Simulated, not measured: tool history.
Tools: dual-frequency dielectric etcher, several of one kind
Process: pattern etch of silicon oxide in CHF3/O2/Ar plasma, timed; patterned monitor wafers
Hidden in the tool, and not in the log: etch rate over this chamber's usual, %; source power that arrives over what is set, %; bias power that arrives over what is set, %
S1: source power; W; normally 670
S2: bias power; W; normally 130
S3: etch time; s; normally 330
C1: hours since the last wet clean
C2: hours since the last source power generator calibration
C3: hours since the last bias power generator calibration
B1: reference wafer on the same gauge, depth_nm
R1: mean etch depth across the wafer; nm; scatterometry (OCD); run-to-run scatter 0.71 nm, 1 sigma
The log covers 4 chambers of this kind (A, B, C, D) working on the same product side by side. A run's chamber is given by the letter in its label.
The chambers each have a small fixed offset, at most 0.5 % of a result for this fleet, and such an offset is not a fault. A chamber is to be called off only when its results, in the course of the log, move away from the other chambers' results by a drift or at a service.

run     day   S1   S2   S3     C1      C2      C3      B1      R1
      0.171  -- chamber C: wet clean of the chamber
 1D   0.267  670  130  330  550.4   230.0   624.4  563.00  611.24
 2A   0.567  670  130  330  291.2  1445.0  3446.7  563.08  610.55
 3C   1.150  670  130  330   23.6   609.3  2144.7  563.36  609.17
 4B   1.667  670  130  330  259.1  2279.5  1593.0  563.31  611.47
 5B   2.075  670  130  330  268.9  2289.3  1602.8  563.55  611.49
 6A   2.417  670  130  330  335.6  1489.4  3491.1  563.54  611.63
 7C   2.921  670  130  330   66.1   651.8  2187.2  563.51  610.99
 8D   3.450  670  130  330  626.8   306.4   700.8  563.81  612.59
 9B   3.962  670  130  330  314.2  2334.6  1648.1  563.57  612.33
10A   4.312  670  130  330  381.1  1534.9  3536.6  563.87  612.98
11D   4.642  670  130  330  655.4   335.0   729.4  563.84  612.47
      4.779  -- chamber D: wet clean of the chamber
12C   4.925  670  130  330  114.2   699.9  2235.3  563.89  610.70
      5.208  -- chamber B: wet clean of the chamber
13B   5.312  670  130  330    2.5  2367.0  1680.5  563.96  612.75
14D   5.829  670  130  330   25.3   363.5   757.9  564.28  612.66
      6.050  -- chamber A: source power generator calibrated
15A   6.262  670  130  330  427.9     5.2  3583.4  564.07  611.60
16C   6.654  670  130  330  155.7   741.4  2276.8  564.24  610.81
17B   7.000  670  130  330   43.0  2407.5  1721.0  564.38  613.08
18D   7.592  670  130  330   67.6   405.8   800.2  564.29  612.48
      8.012  -- chamber A: wet clean of the chamber
19A   8.167  670  130  330    3.8    50.9  3629.1  564.53  612.71
20C   8.642  670  130  330  203.4   789.1  2324.5  564.59  611.57
21A   9.104  670  130  330   26.3    73.4  3651.6  564.55  612.38
22C   9.362  670  130  330  220.7   806.4  2341.8  564.73  612.65
23B   9.862  670  130  330  111.7  2476.2  1789.7  564.83  614.42
24D  10.312  670  130  330  132.9   471.1   865.5  564.93  613.49
25C  10.883  670  130  330  257.2   842.9  2378.3  564.87  612.07
26D  11.412  670  130  330  159.3   497.5   891.9  565.13  611.94
27A  11.775  670  130  330   90.4   137.5  3715.7  565.18  612.21
28B  12.062  670  130  330  164.5  2529.0  1842.5  565.28  615.62
29D  12.338  670  130  330  181.5   519.7   914.1  565.43  612.58
30C  12.767  670  130  330  302.4   888.1  2423.5  565.37  612.68
31A  13.154  670  130  330  123.5   170.6  3748.8  565.46  613.21
32B  13.512  670  130  330  199.3  2563.8  1877.3  565.32  615.17
33A  13.992  670  130  330  143.6   190.7  3768.9  565.34  614.76

Which is it: a chamber that has drifted or been left off by a service, a gauge drift common to all chambers, or only each chamber's usual small offset? If a chamber is off, name it and its likeliest cause.

It is the gauge, not a chamber: its drift shows up in every chamber's results at once, and no chamber is off.
What lies behind it: gauge reads high (%) = 0.477.
